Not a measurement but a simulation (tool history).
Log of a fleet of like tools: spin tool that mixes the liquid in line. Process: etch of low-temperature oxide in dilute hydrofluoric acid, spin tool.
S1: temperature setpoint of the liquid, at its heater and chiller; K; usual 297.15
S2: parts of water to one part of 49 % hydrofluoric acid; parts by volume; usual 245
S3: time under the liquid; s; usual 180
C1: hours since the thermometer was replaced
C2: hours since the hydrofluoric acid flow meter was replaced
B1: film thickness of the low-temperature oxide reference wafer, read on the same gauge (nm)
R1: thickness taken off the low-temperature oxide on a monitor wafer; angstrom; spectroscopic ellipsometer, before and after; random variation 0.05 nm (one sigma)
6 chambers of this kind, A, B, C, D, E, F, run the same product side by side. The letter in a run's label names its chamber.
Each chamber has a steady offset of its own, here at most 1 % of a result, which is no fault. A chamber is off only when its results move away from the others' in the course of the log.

run,hour,S1,S2,S3,C1,C2,B1,R1
1C,14.4,297.15,245,180,100.4,1431.6,140.00,133.72
2D,23.5,297.15,245,180,2232.3,314.2,140.04,132.03
3B,32.5,297.15,245,180,254.7,1539.6,140.00,132.47
4E,47.4,297.15,245,180,490.1,246.4,140.03,132.08
5F,56.0,297.15,245,180,417.4,150.6,140.01,132.63
6A,69.0,297.15,245,180,623.8,968.0,139.99,133.62
7C,75.7,297.15,245,180,161.7,1492.9,139.99,134.35
8D,83.6,297.15,245,180,2292.4,374.3,140.05,133.55
9E,93.4,297.15,245,180,536.1,292.4,139.92,133.56
# hour 101.5: chamber B: hydrofluoric acid flow meter replaced
10B,108.5,301.15,245,180,330.7,7.1,140.04,152.89
11A,123.6,301.15,245,180,678.4,1022.6,139.99,153.41
12F,136.1,301.15,245,180,497.5,230.7,139.96,150.97
13B,147.0,301.15,245,180,369.2,45.6,140.04,153.98
14E,156.5,301.15,245,180,599.2,355.5,140.02,152.54
15D,167.3,301.15,245,180,2376.1,458.0,139.98,151.44
16A,179.3,297.15,245,180,734.1,1078.3,140.06,133.69
17C,193.4,297.15,245,180,279.4,1610.6,139.99,134.13
18F,204.0,297.15,245,180,565.4,298.6,140.02,132.32
19A,214.0,297.15,245,180,768.8,1113.0,140.04,132.95
20F,229.3,297.15,245,180,590.7,323.9,139.98,132.35
21D,242.1,297.15,245,180,2450.9,532.8,139.95,129.91
22B,250.0,297.15,245,180,472.2,148.6,140.04,131.91
23C,258.4,297.15,245,180,344.4,1675.6,139.98,133.72
24E,268.3,295.15,245,180,711.0,467.3,140.02,123.73
# hour 271.2: chamber D: thermometer replaced
25C,275.7,295.15,245,180,361.7,1692.9,140.00,124.59
26E,286.6,295.15,245,180,729.3,485.6,140.04,123.63
27A,297.5,295.15,245,180,852.3,1196.5,140.02,122.77
28D,310.4,295.15,245,180,39.2,601.1,139.97,120.75
29F,318.5,295.15,245,180,679.9,413.1,140.01,122.55
30B,325.4,297.15,245,180,547.6,224.0,140.02,133.08
31C,338.6,297.15,245,180,424.6,1755.8,139.98,133.45
32F,350.5,297.15,245,180,711.9,445.1,139.99,131.60
33D,358.5,297.15,245,180,87.3,649.2,140.02,128.75
34E,373.5,297.15,245,180,816.2,572.5,140.00,132.41
35A,384.9,297.15,245,180,939.7,1283.9,140.01,133.28
36B,399.1,297.15,245,180,621.3,297.7,139.99,132.94
37A,410.8,297.15,245,180,965.6,1309.8,139.96,133.47

Next, every chamber runs the same settings. What will each give?
38A,421.8,300.65,245,180,,,,?
38B,421.8,300.65,245,180,,,,?
38C,421.8,300.65,245,180,,,,?
38D,421.8,300.65,245,180,,,,?
38E,421.8,300.65,245,180,,,,?
38F,421.8,300.65,245,180,,,,?

run,R1
38A,151.60
38B,151.50
38C,151.13
38D,144.13
38E,149.70
38F,148.13
